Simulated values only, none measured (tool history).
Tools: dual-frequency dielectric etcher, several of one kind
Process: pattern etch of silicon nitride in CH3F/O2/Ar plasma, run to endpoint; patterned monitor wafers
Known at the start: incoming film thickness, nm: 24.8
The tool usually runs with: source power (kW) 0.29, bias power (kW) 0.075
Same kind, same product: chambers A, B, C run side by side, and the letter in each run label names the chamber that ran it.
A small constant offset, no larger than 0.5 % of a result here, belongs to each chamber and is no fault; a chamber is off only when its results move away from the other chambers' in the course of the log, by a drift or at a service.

run	hour	source power (kW)	bias power (kW)	endpoint time (s)
1B	6.2	0.29	0.075	39.812
2C	10.9	0.29	0.075	39.557
3A	15.3	0.29	0.075	39.932
4B	18.9	0.29	0.075	39.69
5A	22.9	0.29	0.075	40.152
6C	26.5	0.29	0.075	39.96
7A	32.1	0.29	0.075	40.218
8C	37.9	0.29	0.075	40.121
9B	44.7	0.29	0.075	39.718
10C	50.8	0.29	0.075	39.549
11A	58.1	0.32	0.068	40.335
12B	63.7	0.32	0.068	39.939
13B	67.1	0.32	0.068	40.282
14C	73.6	0.29	0.075	39.977
15A	77.6	0.29	0.075	40.699
16C	85.1	0.29	0.075	40.097
17B	90.5	0.29	0.058	43.722
18A	94.6	0.29	0.058	44.836
19A	101	0.29	0.058	44.451
20C	107.6	0.29	0.075	39.69
21B	112.6	0.29	0.065	42.245
22C	116.9	0.29	0.065	41.737
23A	124.5	0.29	0.065	43.664
24B	129.7	0.29	0.075	39.997
25C	134.9	0.29	0.075	39.725
26B	138.4	0.29	0.075	40.582
27A	142.1	0.29	0.075	41.603
28C	149.8	0.29	0.075	39.923

Next, every chamber runs the same settings. What will each give?
29A	155.3	0.29	0.061	?
29B	155.3	0.29	0.061	?
29C	155.3	0.29	0.061	?

run	endpoint time (s)
29A	44.482
29B	42.633
29C	42.74
